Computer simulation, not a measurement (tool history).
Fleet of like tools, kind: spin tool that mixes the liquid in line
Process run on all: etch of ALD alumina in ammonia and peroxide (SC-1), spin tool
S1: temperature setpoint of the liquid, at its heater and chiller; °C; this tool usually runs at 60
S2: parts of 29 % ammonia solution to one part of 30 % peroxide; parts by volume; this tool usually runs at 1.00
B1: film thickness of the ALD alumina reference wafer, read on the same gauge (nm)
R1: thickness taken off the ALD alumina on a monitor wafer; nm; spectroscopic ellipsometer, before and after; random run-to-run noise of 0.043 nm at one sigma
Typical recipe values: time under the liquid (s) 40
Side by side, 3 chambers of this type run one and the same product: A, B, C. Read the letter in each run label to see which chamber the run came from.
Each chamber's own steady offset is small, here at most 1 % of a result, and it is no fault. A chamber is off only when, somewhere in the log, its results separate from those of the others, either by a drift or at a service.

Run 1B, day 0.200: usual settings; B1 50.037. Result: R1 4.4851 nm.
Run 2C, day 0.429: usual settings; B1 50.043. Result: R1 4.3998 nm.
Run 3A, day 0.562: usual settings; B1 49.992. Result: R1 4.5213 nm.
Run 4C, day 0.758: usual settings; B1 50.030. Result: R1 4.4292 nm.
Run 5B, day 1.000: usual settings; B1 50.006. Result: R1 4.4773 nm.
Run 6A, day 1.150: usual settings; B1 49.984. Result: R1 4.4901 nm.
Run 7B, day 1.396: usual settings; B1 49.994. Result: R1 4.4373 nm.
Run 8A, day 1.562: usual settings; B1 50.014. Result: R1 4.5356 nm.
Run 9C, day 1.754: usual settings; B1 50.005. Result: R1 4.4135 nm.
Run 10C, day 1.896: usual settings; B1 49.999. Result: R1 4.4161 nm.
Run 11A, day 2.017: usual settings; B1 49.954. Result: R1 4.5036 nm.
Run 12B, day 2.167: usual settings; B1 50.016. Result: R1 4.5050 nm.
Run 13A, day 2.292: usual settings; B1 50.001. Result: R1 4.5255 nm.
Run 14C, day 2.488: usual settings but S2 0.70 parts by volume; B1 49.991. Result: R1 4.2888 nm.
Run 15B, day 2.604: usual settings but S2 0.70 parts by volume; B1 50.007. Result: R1 4.3910 nm.
Run 16C, day 2.838: usual settings but S2 0.70 parts by volume; B1 49.965. Result: R1 4.2581 nm.
Run 17A, day 3.079: usual settings; B1 50.003. Result: R1 4.4244 nm.
Run 18B, day 3.283: usual settings; B1 49.988. Result: R1 4.4467 nm.
At day 3.396: chamber A: new drum of ammonia solution connected.
Run 19B, day 3.521: usual settings; B1 49.987. Result: R1 4.5282 nm.
Run 20A, day 3.712: usual settings but S2 0.65 parts by volume; B1 49.974. Result: R1 4.2746 nm.
Run 21C, day 3.962: usual settings but S2 0.65 parts by volume; B1 50.009. Result: R1 4.3272 nm.
Run 22B, day 4.100: usual settings but S2 0.65 parts by volume; B1 50.003. Result: R1 4.2749 nm.
Run 23C, day 4.262: usual settings; B1 50.018. Result: R1 4.4362 nm.
Run 24A, day 4.483: usual settings; B1 49.998. Result: R1 4.5655 nm.
Run 25B, day 4.633: usual settings; B1 49.993. Result: R1 4.4939 nm.
Run 26A, day 4.796: usual settings; B1 49.979. Result: R1 4.4590 nm.
Run 27C, day 4.996: usual settings; B1 49.994. Result: R1 4.4068 nm.
Run 28C, day 5.221: usual settings; B1 49.972. Result: R1 4.3265 nm.
Run 29B, day 5.383: usual settings; B1 49.955. Result: R1 4.5374 nm.
Run 30A, day 5.571: usual settings; B1 49.990. Result: R1 4.4829 nm.
Run 31A, day 5.825: usual settings; B1 50.018. Result: R1 4.5574 nm.

Which is it: a chamber that has drifted or been left off by a service, a gauge drift common to all chambers, or only each chamber's usual small offset? If a chamber is off, name it and its likeliest cause.

The fleet is healthy, with each chamber sitting at its usual small offset and no drift in the gauge.
